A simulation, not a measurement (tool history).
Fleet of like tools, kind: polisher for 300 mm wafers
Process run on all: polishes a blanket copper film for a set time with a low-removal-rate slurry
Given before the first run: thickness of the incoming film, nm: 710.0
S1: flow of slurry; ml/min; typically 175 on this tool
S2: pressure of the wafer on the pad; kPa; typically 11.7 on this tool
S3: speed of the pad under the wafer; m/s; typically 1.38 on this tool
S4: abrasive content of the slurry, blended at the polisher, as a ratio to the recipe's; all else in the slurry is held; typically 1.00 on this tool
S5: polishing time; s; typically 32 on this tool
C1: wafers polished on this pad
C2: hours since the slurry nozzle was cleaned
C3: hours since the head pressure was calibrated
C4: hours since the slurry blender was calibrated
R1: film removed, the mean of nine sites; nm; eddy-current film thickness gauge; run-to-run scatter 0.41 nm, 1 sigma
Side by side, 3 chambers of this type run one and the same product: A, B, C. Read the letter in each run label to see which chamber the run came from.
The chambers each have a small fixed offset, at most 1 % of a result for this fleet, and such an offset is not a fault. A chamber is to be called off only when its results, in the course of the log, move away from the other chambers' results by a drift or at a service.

run   hour   S1    S2    S3    S4  S5    C1     C2     C3     C4      R1
 1C   11.5  175  11.7  1.38  1.00  32   650   15.4  392.8  187.0  63.264
      22.7  -- chamber A: worn pad replaced by a new one
 2A   22.8  175  11.7  1.38  1.00  32     1  125.1  674.9   88.0  63.330
 3B   30.2  175  11.7  1.38  1.00  32  1266  354.3  791.6   90.9  62.689
      36.4  -- chamber B: worn pad replaced by a new one
 4C   44.6  175  11.7  1.38  1.00  32   910   48.5  425.9  220.1  62.695
 5B   57.8  235  11.7  1.38  1.00  22   168  381.9  819.2  118.5  44.647
 6A   69.2  235  11.7  1.38  1.00  22   365  171.5  721.3  134.4  44.920
 7A   82.2  235  11.7  1.38  1.00  22   467  184.5  734.3  147.4  44.990
 8B   91.1  175  11.7  1.38  1.00  32   430  415.2  852.5  151.8  63.420
      98.4  -- chamber A: slurry blender recalibrated
     103.0  -- chamber A: worn pad replaced by a new one
 9C  104.7  175  11.7  1.38  1.00  32  1381  108.6  486.0  280.2  62.245
     111.9  -- chamber B: slurry blender recalibrated
10B  113.2  175  11.7  1.38  1.00  32   603  437.3  874.6    1.3  62.697
11A  120.4  175  11.7  1.38  1.00  32   136  222.7  772.5   22.1  62.200
     120.9  -- chamber B: head pressure recalibrated
12C  128.8  175  11.7  1.38  1.00  32  1571  132.7  510.1  304.3  61.202
13B  143.2  175  11.7  1.38  1.00  32   839  467.3   22.3   31.3  63.178
14A  152.6  175  11.7  1.38  1.00  32   389  254.9  804.7   54.3  62.084
15C  160.1  175  11.7  1.38  1.00  22  1816  164.0  541.4  335.6  41.596
16A  169.4  175  11.7  1.38  1.00  22   521  271.7  821.5   71.1  43.627
17C  178.0  175  11.7  1.38  1.00  22  1957  181.9  559.3  353.5  41.736
18B  184.9  145  11.7  1.38  0.85  32  1166  509.0   64.0   73.0  59.197
     185.3  -- chamber A: worn pad replaced by a new one
19C  192.1  145  11.7  1.38  0.85  32  2068  196.0  573.4  367.6  56.605
20B  205.0  145  11.7  1.38  0.85  32  1324  529.1   84.1   93.1  59.424
21A  213.5  175  11.7  1.38  1.00  32   221  315.8  865.6  115.2  63.357
22A  225.6  175  11.7  1.38  1.00  32   316  327.9  877.7  127.3  62.526
     234.2  -- chamber C: slurry blender recalibrated
23C  238.5  210  11.7  1.38  0.80  32  2432  242.4  619.8    4.4  58.078

The same settings go to every chamber for the next run, one line per chamber below. Forecast the results for each:
24A  249.9  175  8.3  1.38  1.00  32                   ?
24B  249.9  175  8.3  1.38  1.00  32                   ?
24C  249.9  175  8.3  1.38  1.00  32                   ?

run      R1
24A  44.347
24B  44.460
24C  40.957
